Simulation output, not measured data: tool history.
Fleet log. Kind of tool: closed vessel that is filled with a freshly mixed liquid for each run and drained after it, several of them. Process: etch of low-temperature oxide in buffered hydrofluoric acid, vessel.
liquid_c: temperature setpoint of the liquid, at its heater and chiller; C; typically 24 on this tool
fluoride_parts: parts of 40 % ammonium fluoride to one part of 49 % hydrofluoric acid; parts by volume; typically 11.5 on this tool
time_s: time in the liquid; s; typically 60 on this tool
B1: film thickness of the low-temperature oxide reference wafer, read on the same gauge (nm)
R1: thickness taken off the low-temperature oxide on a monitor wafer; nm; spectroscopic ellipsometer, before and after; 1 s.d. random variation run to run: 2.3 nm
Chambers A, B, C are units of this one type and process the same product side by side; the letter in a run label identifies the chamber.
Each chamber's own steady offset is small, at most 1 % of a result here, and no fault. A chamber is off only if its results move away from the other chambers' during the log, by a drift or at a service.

Run 1C, hour 10.6: usual settings; B1 120.02. Result: R1 254.66 nm.
Run 2B, hour 21.2: usual settings; B1 120. Result: R1 251.26 nm.
Run 3A, hour 30.3: usual settings; B1 119.99. Result: R1 250.59 nm.
Run 4C, hour 37.2: usual settings; B1 120.03. Result: R1 251.96 nm.
Run 5B, hour 43.5: usual settings but liquid_c 27 C; B1 120.01. Result: R1 298 nm.
Run 6A, hour 53.3: usual settings but liquid_c 27 C; B1 119.98. Result: R1 299.71 nm.
Run 7B, hour 60.8: usual settings but liquid_c 27 C; B1 120.01. Result: R1 298.22 nm.
Run 8A, hour 69.8: usual settings; B1 120.01. Result: R1 254.51 nm.
Run 9C, hour 75.7: usual settings but liquid_c 26.5 C, fluoride_parts 7.5 parts by volume; B1 119.98. Result: R1 431.17 nm.
Run 10A, hour 80.5: usual settings but liquid_c 26.5 C, fluoride_parts 7.5 parts by volume; B1 120.02. Result: R1 441.34 nm.
Run 11B, hour 88.9: usual settings but liquid_c 26.5 C, fluoride_parts 7.5 parts by volume; B1 120. Result: R1 434.96 nm.
Run 12C, hour 96.3: usual settings; B1 119.99. Result: R1 251.45 nm.
Run 13B, hour 101.4: usual settings but fluoride_parts 9 parts by volume, time_s 35 s; B1 120.01. Result: R1 182.98 nm.
Run 14C, hour 110.7: usual settings but fluoride_parts 9 parts by volume, time_s 35 s; B1 119.98. Result: R1 180.63 nm.
Run 15A, hour 115.5: usual settings but fluoride_parts 9 parts by volume, time_s 35 s; B1 120. Result: R1 182.31 nm.
Run 16A, hour 122.1: usual settings; B1 120.01. Result: R1 255.82 nm.
Run 17B, hour 131: usual settings; B1 120. Result: R1 254.43 nm.
Run 18C, hour 138.1: usual settings; B1 119.98. Result: R1 253.82 nm.
Run 19A, hour 143.7: usual settings; B1 119.99. Result: R1 259.51 nm.
Run 20B, hour 151.6: usual settings but liquid_c 27.5 C, time_s 35 s; B1 119.99. Result: R1 180.34 nm.
Run 21C, hour 159.1: usual settings but liquid_c 27.5 C, time_s 35 s; B1 120.01. Result: R1 178.38 nm.
Run 22B, hour 166.8: usual settings but liquid_c 27.5 C, time_s 35 s; B1 120.01. Result: R1 178.25 nm.
Run 23C, hour 172.8: usual settings but fluoride_parts 9.5 parts by volume, time_s 30 s; B1 120. Result: R1 150.54 nm.
Run 24A, hour 179.8: usual settings but fluoride_parts 9.5 parts by volume, time_s 30 s; B1 119.99. Result: R1 155.23 nm.
Run 25B, hour 189.1: usual settings but fluoride_parts 9.5 parts by volume, time_s 30 s; B1 120.01. Result: R1 148.24 nm.
Run 26A, hour 195.5: usual settings but time_s 30 s; B1 119.98. Result: R1 132.83 nm.
Run 27C, hour 205.1: usual settings but time_s 30 s; B1 120. Result: R1 126.79 nm.
Run 28C, hour 210.3: usual settings but time_s 30 s; B1 120.01. Result: R1 127.37 nm.
Run 29B, hour 220.2: usual settings; B1 119.98. Result: R1 256.08 nm.
Run 30A, hour 226.2: usual settings; B1 120. Result: R1 273.49 nm.
Run 31C, hour 232.4: usual settings; B1 120. Result: R1 251.54 nm.
Run 32B, hour 237.1: usual settings; B1 119.97. Result: R1 253.86 nm.
Run 33A, hour 242.8: usual settings; B1 120.01. Result: R1 271.78 nm.
Run 34A, hour 249.4: usual settings; B1 119.99. Result: R1 271.88 nm.
Run 35C, hour 257.4: usual settings; B1 119.98. Result: R1 250.46 nm.
Run 36B, hour 262.7: usual settings; B1 119.98. Result: R1 258.2 nm.
Run 37A, hour 270.7: usual settings; B1 120. Result: R1 281.86 nm.
Run 38B, hour 281.2: usual settings; B1 120. Result: R1 256.06 nm.

Next, all 3 chambers run the settings below, one line each with question marks for the results. What does each chamber give?
Run 39A, hour 288.8: usual settings. Result: R1 ?.
Run 39B, hour 288.8: usual settings. Result: R1 ?.
Run 39C, hour 288.8: usual settings. Result: R1 ?.

run      R1
39A  283.28
39B  250.92
39C   251.4

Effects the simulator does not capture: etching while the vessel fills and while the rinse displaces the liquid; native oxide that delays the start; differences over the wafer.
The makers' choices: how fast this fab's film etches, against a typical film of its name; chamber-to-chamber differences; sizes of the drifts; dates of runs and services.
